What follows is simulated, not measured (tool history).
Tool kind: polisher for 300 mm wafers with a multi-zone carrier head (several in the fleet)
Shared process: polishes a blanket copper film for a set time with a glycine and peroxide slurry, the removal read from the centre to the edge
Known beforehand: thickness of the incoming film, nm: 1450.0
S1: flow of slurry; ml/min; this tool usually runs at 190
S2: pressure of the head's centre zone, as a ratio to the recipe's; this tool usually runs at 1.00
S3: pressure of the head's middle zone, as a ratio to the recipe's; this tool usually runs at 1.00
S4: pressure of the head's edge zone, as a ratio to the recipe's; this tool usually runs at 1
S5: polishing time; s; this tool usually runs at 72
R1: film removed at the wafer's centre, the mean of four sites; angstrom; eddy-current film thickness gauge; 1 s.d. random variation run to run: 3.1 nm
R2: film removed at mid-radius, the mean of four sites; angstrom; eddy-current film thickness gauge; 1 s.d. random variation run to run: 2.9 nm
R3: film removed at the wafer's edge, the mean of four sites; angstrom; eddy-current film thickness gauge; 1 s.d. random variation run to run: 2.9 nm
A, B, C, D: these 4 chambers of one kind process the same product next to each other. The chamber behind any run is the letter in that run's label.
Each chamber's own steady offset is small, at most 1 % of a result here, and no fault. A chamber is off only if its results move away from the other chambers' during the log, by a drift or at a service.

run 1A day=0.396 | S1=190 S2=1.00 S3=1.00 S4=1 S5=72 | R1=2264.8 R2=2204.2 R3=2254.6
run 2D day=0.871 | S1=190 S2=1.00 S3=1.00 S4=1 S5=72 | R1=2203.2 R2=2252.6 R3=2225.7
run 3C day=1.333 | S1=190 S2=1.00 S3=1.00 S4=1 S5=72 | R1=2206.7 R2=2199.2 R3=2203.4
run 4B day=1.954 | S1=190 S2=1.00 S3=1.00 S4=1 S5=72 | R1=2219.3 R2=2244.5 R3=2238.9
run 5B day=2.388 | S1=190 S2=1.00 S3=1.00 S4=1 S5=72 | R1=2268.3 R2=2246.3 R3=2213.4
run 6C day=2.892 | S1=190 S2=1.00 S3=1.00 S4=1 S5=72 | R1=2246.6 R2=2247.3 R3=2199.8
-- day=3.029 chamber B: worn pad replaced by a new one
run 7A day=3.288 | S1=190 S2=1.00 S3=1.00 S4=1 S5=72 | R1=2257.3 R2=2221.2 R3=2216.3
run 8D day=3.879 | S1=190 S2=1.00 S3=1.00 S4=1 S5=72 | R1=2192.9 R2=2251.1 R3=2210.3
-- day=3.996 chamber D: worn pad replaced by a new one
run 9B day=4.533 | S1=190 S2=1.00 S3=1.00 S4=1 S5=72 | R1=2279.4 R2=2287.7 R3=2273.7
run 10A day=4.929 | S1=190 S2=1.00 S3=1.00 S4=1 S5=72 | R1=2291.6 R2=2223.5 R3=2237.8
run 11C day=5.292 | S1=130 S2=1.00 S3=0.93 S4=1 S5=72 | R1=2069.2 R2=1969.4 R3=2101.9
run 12D day=5.854 | S1=130 S2=1.00 S3=0.93 S4=1 S5=72 | R1=2080.1 R2=1940.7 R3=2151.5
run 13C day=6.338 | S1=130 S2=1.00 S3=0.93 S4=1 S5=72 | R1=2013.1 R2=1992.8 R3=2147.9
run 14A day=6.883 | S1=130 S2=1.00 S3=0.93 S4=1 S5=72 | R1=2091.0 R2=1958.7 R3=2124.5
run 15D day=7.238 | S1=190 S2=1.07 S3=1.00 S4=1 S5=48 | R1=1601.4 R2=1507.7 R3=1515.7
-- day=7.304 chamber C: worn pad replaced by a new one
run 16B day=7.762 | S1=190 S2=1.07 S3=1.00 S4=1 S5=48 | R1=1580.2 R2=1495.4 R3=1523.0
-- day=8.183 chamber D: centre zone pressure recalibrated
run 17D day=8.246 | S1=190 S2=1.07 S3=1.00 S4=1 S5=48 | R1=1572.7 R2=1524.4 R3=1508.8
-- day=8.508 chamber D: worn pad replaced by a new one
run 18B day=8.596 | S1=190 S2=1.07 S3=1.00 S4=1 S5=48 | R1=1616.7 R2=1469.1 R3=1526.6
-- day=8.758 chamber A: slurry nozzle cleaned
run 19A day=8.983 | S1=190 S2=1.00 S3=1.00 S4=1 S5=72 | R1=2186.7 R2=2124.5 R3=2209.6
-- day=9.304 chamber A: edge zone pressure recalibrated
run 20C day=9.504 | S1=220 S2=1.00 S3=1.00 S4=1 S5=72 | R1=2237.8 R2=2288.0 R3=2252.7
run 21D day=9.967 | S1=220 S2=1.00 S3=1.00 S4=1 S5=72 | R1=2259.5 R2=2280.0 R3=2329.8
run 22A day=10.308 | S1=220 S2=1.00 S3=1.00 S4=1 S5=72 | R1=2186.5 R2=2184.9 R3=2196.9
-- day=10.517 chamber D: slurry nozzle cleaned
-- day=10.750 chamber C: slurry nozzle cleaned
run 23C day=10.808 | S1=220 S2=1.00 S3=1.00 S4=1 S5=72 | R1=2276.4 R2=2270.0 R3=2278.5
-- day=10.862 chamber B: worn pad replaced by a new one
-- day=11.000 chamber B: centre zone pressure recalibrated
run 24B day=11.342 | S1=190 S2=1.00 S3=1.00 S4=1 S5=72 | R1=2236.4 R2=2270.7 R3=2249.9
run 25C day=11.821 | S1=190 S2=1.00 S3=1.00 S4=1 S5=72 | R1=2206.6 R2=2241.5 R3=2213.2
-- day=11.908 chamber B: slurry nozzle cleaned
-- day=12.258 chamber D: worn pad replaced by a new one
run 26A day=12.350 | S1=190 S2=1.00 S3=1.00 S4=1 S5=72 | R1=2165.4 R2=2110.8 R3=2096.0
run 27D day=12.883 | S1=190 S2=1.00 S3=1.00 S4=1 S5=72 | R1=2231.4 R2=2255.6 R3=2236.7
run 28B day=13.238 | S1=190 S2=1.00 S3=1.00 S4=1 S5=72 | R1=2214.6 R2=2247.2 R3=2242.4
run 29A day=13.867 | S1=190 S2=1.11 S3=1.00 S4=1 S5=51 | R1=1649.0 R2=1442.8 R3=1472.1
run 30D day=14.212 | S1=190 S2=1.11 S3=1.00 S4=1 S5=51 | R1=1794.2 R2=1541.9 R3=1603.6
run 31B day=14.808 | S1=190 S2=1.11 S3=1.00 S4=1 S5=51 | R1=1758.9 R2=1634.1 R3=1593.6
-- day=15.133 chamber C: worn pad replaced by a new one
run 32C day=15.417 | S1=190 S2=1.11 S3=1.00 S4=1 S5=51 | R1=1753.1 R2=1600.0 R3=1570.6
run 33D day=15.842 | S1=190 S2=1.00 S3=1.00 S4=1 S5=72 | R1=2244.6 R2=2248.6 R3=2261.4
run 34C day=16.367 | S1=190 S2=1.00 S3=1.00 S4=1 S5=72 | R1=2227.1 R2=2228.4 R3=2233.3
run 35A day=16.908 | S1=190 S2=1.00 S3=1.00 S4=1 S5=72 | R1=2048.8 R2=1974.9 R3=1996.0

Does one chamber stand apart from the rest, does the shared gauge drift, or is all well apart from small per-chamber offsets? Give the chamber and the most likely cause, where there is one.

It is chamber A that slowly wanders off from its peers.
Likeliest cause: removal rate lost through wear of the pad, % = 10.2.

Chamber A could run next with any of the 4 candidate recipes listed below; each alters the usual settings, and their results appear as question marks. Which one brings its results back in line with what the other chambers deliver on the usual settings?
A result is in line if it is within this distance of the other chambers' mean on the usual settings: R1 110.0 angstrom; R2 100.0 angstrom; R3 100.0 angstrom
run 36A-1 day=17.388 | S1=190 S2=1.00 S3=1.00 S4=1.00 S5=69 | R1=? R2=? R3=?
run 36A-2 day=17.388 | S1=190 S2=0.99 S3=1.01 S4=1.01 S5=80 | R1=? R2=? R3=?
run 36A-3 day=17.388 | S1=190 S2=1.00 S3=1.00 S4=1.00 S5=75 | R1=? R2=? R3=?
run 36A-4 day=17.388 | S1=190 S2=1.01 S3=0.99 S4=0.99 S5=64 | R1=? R2=? R3=?

The other chambers' mean on the usual settings: R1 2227.3 angstrom; R2 2239.4 angstrom; R3 2242.1 angstrom
run=36A-1 R1=1932.5 R2=1883.1 R3=1898.3
run=36A-2 R1=2216.2 R2=2203.2 R3=2212.1
run=36A-3 R1=2100.6 R2=2046.9 R3=2063.3
run=36A-4 R1=1812.1 R2=1730.8 R3=1751.7
The right change is 36A-2: it brings the chamber back within the allowed miss of the others.
